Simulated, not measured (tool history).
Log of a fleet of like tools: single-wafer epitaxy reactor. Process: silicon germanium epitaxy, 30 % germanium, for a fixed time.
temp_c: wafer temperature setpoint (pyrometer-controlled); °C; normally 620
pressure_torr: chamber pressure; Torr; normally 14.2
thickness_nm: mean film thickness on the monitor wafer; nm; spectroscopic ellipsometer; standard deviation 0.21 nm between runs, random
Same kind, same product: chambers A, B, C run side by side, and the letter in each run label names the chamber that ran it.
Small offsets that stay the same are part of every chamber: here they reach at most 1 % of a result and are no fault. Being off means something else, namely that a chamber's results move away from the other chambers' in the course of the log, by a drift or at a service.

run,hour,temp_c,pressure_torr,hours since the last pyrometer calibration,hours since the last manometer calibration,"read-back reference wafer on the same gauge, thickness_nm",thickness_nm
1C,8.9,620,14.2,2590.2,1195,80.267,73.521
2B,16.9,620,14.2,117.4,76.7,80.26,73.545
3A,23.3,620,14.2,1153.6,372.1,80.29,73.175
# hour 23.7: chamber C: pyrometer calibrated
4C,28.8,620,14.2,5.2,1214.9,80.328,73.342
5B,36.1,620,14.2,136.6,95.9,80.311,73.324
6A,47.2,620,14.2,1177.5,396,80.333,73.088
# hour 55: chamber A: pyrometer calibrated
7B,56.4,620,14.2,156.9,116.2,80.306,73.242
8A,66.1,620,14.2,11.2,414.9,80.25,71.815
9C,74.9,620,14.2,51.3,1261,80.298,73.5
10C,80.5,620,14.2,56.9,1266.6,80.282,73.042
11B,86.2,620,14.2,186.7,146,80.321,73.417
12A,91.5,628,15.7,36.6,440.3,80.348,85.811
13B,97,628,15.7,197.5,156.8,80.287,87.579
14A,108.4,628,15.7,53.5,457.2,80.272,85.983
15C,118.2,620,14.2,94.6,1304.3,80.338,72.946
16B,125.6,620,14.2,226.1,185.4,80.269,73.264
17A,136.9,620,14.2,82,485.7,80.318,71.673
18C,142.4,620,14.2,118.8,1328.5,80.278,73.036
19A,153.9,629,12.8,99,502.7,80.352,80.61
20C,159.6,629,12.8,136,1345.7,80.305,82.06

One chamber off, gauge drift, or nothing amiss beyond the chambers' own small offsets? If it is a chamber, which one, and what is the likeliest cause?

A service left chamber A off against the others.
Most likely cause: wafer temperature below the value expected at the setpoint (K) = 1.08.

Here are 4 candidates for chamber A's next run, each the usual settings with a change, their results left as question marks. Which one brings its results back in line with what the others give on the usual settings?
In line here means within this much of the mean the other chambers give on the usual settings: thickness_nm 0.73 nm
21A-1,167.9,618,14,,,,?
21A-2,167.9,621,14.3,,,,?
21A-3,167.9,620,15.7,,,,?
21A-4,167.9,619,14.1,,,,?

Other chambers, usual settings, mean: thickness_nm 73.347 nm
run,thickness_nm
21A-1,68.821
21A-2,73.179
21A-3,74.559
21A-4,70.248
It is 21A-2 that realigns the chamber with its peers.
